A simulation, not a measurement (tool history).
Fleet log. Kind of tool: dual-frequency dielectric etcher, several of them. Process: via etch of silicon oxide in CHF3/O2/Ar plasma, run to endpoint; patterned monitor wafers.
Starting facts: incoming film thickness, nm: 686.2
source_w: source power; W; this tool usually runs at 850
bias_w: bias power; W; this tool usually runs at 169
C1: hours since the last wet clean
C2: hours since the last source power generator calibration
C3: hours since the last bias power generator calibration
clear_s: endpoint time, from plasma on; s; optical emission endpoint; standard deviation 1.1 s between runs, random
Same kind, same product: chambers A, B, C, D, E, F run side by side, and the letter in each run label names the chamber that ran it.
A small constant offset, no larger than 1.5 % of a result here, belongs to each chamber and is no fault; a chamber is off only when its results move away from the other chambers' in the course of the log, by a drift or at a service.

run 1C day=0.575 | source_w=850 bias_w=169 | C1=176.4 C2=1210.8 C3=1272.4 | clear_s=310.67
run 2F day=1.025 | source_w=850 bias_w=169 | C1=118.4 C2=3705.6 C3=563.6 | clear_s=305.97
run 3A day=1.296 | source_w=850 bias_w=169 | C1=64.4 C2=3173.8 C3=785.7 | clear_s=312.15
run 4B day=1.717 | source_w=850 bias_w=169 | C1=193.7 C2=2658.9 C3=2000.1 | clear_s=308.79
run 5D day=2.088 | source_w=850 bias_w=169 | C1=432.7 C2=970.5 C3=1545.5 | clear_s=307.66
run 6E day=2.467 | source_w=850 bias_w=169 | C1=185.3 C2=1723.4 C3=3050.1 | clear_s=307.14
run 7C day=2.846 | source_w=680 bias_w=192 | C1=230.9 C2=1265.3 C3=1326.9 | clear_s=327.70
run 8B day=3.283 | source_w=680 bias_w=192 | C1=231.3 C2=2696.5 C3=2037.7 | clear_s=321.69
run 9A day=3.750 | source_w=680 bias_w=192 | C1=123.3 C2=3232.7 C3=844.6 | clear_s=327.11
run 10F day=4.075 | source_w=680 bias_w=192 | C1=191.6 C2=3778.8 C3=636.8 | clear_s=322.77
run 11D day=4.354 | source_w=680 bias_w=192 | C1=487.1 C2=1024.9 C3=1599.9 | clear_s=318.72
run 12E day=4.825 | source_w=680 bias_w=192 | C1=241.9 C2=1780.0 C3=3106.7 | clear_s=320.00
run 13D day=5.083 | source_w=850 bias_w=169 | C1=504.6 C2=1042.4 C3=1617.4 | clear_s=307.57
run 14F day=5.412 | source_w=850 bias_w=169 | C1=223.7 C2=3810.9 C3=668.9 | clear_s=308.11
run 15B day=5.733 | source_w=850 bias_w=169 | C1=290.1 C2=2755.3 C3=2096.5 | clear_s=308.05
-- day=6.083 chamber D: wet clean of the chamber
run 16E day=6.196 | source_w=850 bias_w=169 | C1=274.8 C2=1812.9 C3=3139.6 | clear_s=306.29
run 17C day=6.683 | source_w=850 bias_w=169 | C1=323.0 C2=1357.4 C3=1419.0 | clear_s=312.52
run 18A day=7.104 | source_w=770 bias_w=142 | C1=203.8 C2=3313.2 C3=925.1 | clear_s=344.42
run 19C day=7.354 | source_w=770 bias_w=142 | C1=339.1 C2=1373.5 C3=1435.1 | clear_s=342.32
run 20B day=7.892 | source_w=770 bias_w=142 | C1=341.9 C2=2807.1 C3=2148.3 | clear_s=341.82
run 21F day=8.350 | source_w=770 bias_w=142 | C1=294.2 C2=3881.4 C3=739.4 | clear_s=338.51
run 22A day=8.621 | source_w=770 bias_w=142 | C1=240.2 C2=3349.6 C3=961.5 | clear_s=345.54
run 23D day=9.154 | source_w=770 bias_w=142 | C1=73.7 C2=1140.1 C3=1715.1 | clear_s=339.30
run 24E day=9.625 | source_w=850 bias_w=169 | C1=357.1 C2=1895.2 C3=3221.9 | clear_s=307.89
run 25A day=9.942 | source_w=850 bias_w=169 | C1=271.9 C2=3381.3 C3=993.2 | clear_s=312.45
-- day=10.242 chamber F: wet clean of the chamber
run 26F day=10.333 | source_w=850 bias_w=155 | C1=2.3 C2=3929.0 C3=787.0 | clear_s=317.26
run 27D day=10.821 | source_w=850 bias_w=155 | C1=113.7 C2=1180.1 C3=1755.1 | clear_s=315.12
run 28E day=11.179 | source_w=850 bias_w=155 | C1=394.4 C2=1932.5 C3=3259.2 | clear_s=314.94
-- day=11.588 chamber C: wet clean of the chamber
run 29C day=11.692 | source_w=850 bias_w=155 | C1=2.5 C2=1477.6 C3=1539.2 | clear_s=321.32
-- day=12.046 chamber E: bias power generator calibrated
-- day=12.083 chamber B: bias power generator calibrated
run 30B day=12.204 | source_w=850 bias_w=155 | C1=445.4 C2=2910.6 C3=2.9 | clear_s=316.87
-- day=12.533 chamber A: wet clean of the chamber
run 31D day=12.667 | source_w=850 bias_w=155 | C1=158.0 C2=1224.4 C3=1799.4 | clear_s=315.46
run 32C day=12.954 | source_w=850 bias_w=169 | C1=32.8 C2=1507.9 C3=1569.5 | clear_s=312.58
run 33A day=13.321 | source_w=850 bias_w=169 | C1=18.9 C2=3462.4 C3=1074.3 | clear_s=314.77
run 34E day=13.875 | source_w=850 bias_w=169 | C1=459.1 C2=1997.2 C3=44.0 | clear_s=306.95
run 35B day=14.325 | source_w=850 bias_w=169 | C1=496.3 C2=2961.5 C3=53.8 | clear_s=309.79
run 36F day=14.575 | source_w=850 bias_w=169 | C1=104.1 C2=4030.8 C3=888.8 | clear_s=308.62
run 37F day=14.942 | source_w=850 bias_w=169 | C1=112.9 C2=4039.6 C3=897.6 | clear_s=307.30
run 38D day=15.192 | source_w=850 bias_w=169 | C1=218.6 C2=1285.0 C3=1860.0 | clear_s=306.51
-- day=15.458 chamber E: wet clean of the chamber
run 39B day=15.512 | source_w=850 bias_w=140 | C1=524.8 C2=2990.0 C3=82.3 | clear_s=327.98
run 40E day=16.004 | source_w=850 bias_w=140 | C1=13.1 C2=2048.3 C3=95.1 | clear_s=327.75

For the next run the whole fleet of 6 chambers uses the same settings. Give each chamber's results:
run 41A day=16.412 | source_w=770 bias_w=169 | clear_s=?
run 41B day=16.412 | source_w=770 bias_w=169 | clear_s=?
run 41C day=16.412 | source_w=770 bias_w=169 | clear_s=?
run 41D day=16.412 | source_w=770 bias_w=169 | clear_s=?
run 41E day=16.412 | source_w=770 bias_w=169 | clear_s=?
run 41F day=16.412 | source_w=770 bias_w=169 | clear_s=?

run=41A clear_s=328.77
run=41B clear_s=323.55
run=41C clear_s=324.12
run=41D clear_s=317.62
run=41E clear_s=319.06
run=41F clear_s=321.36
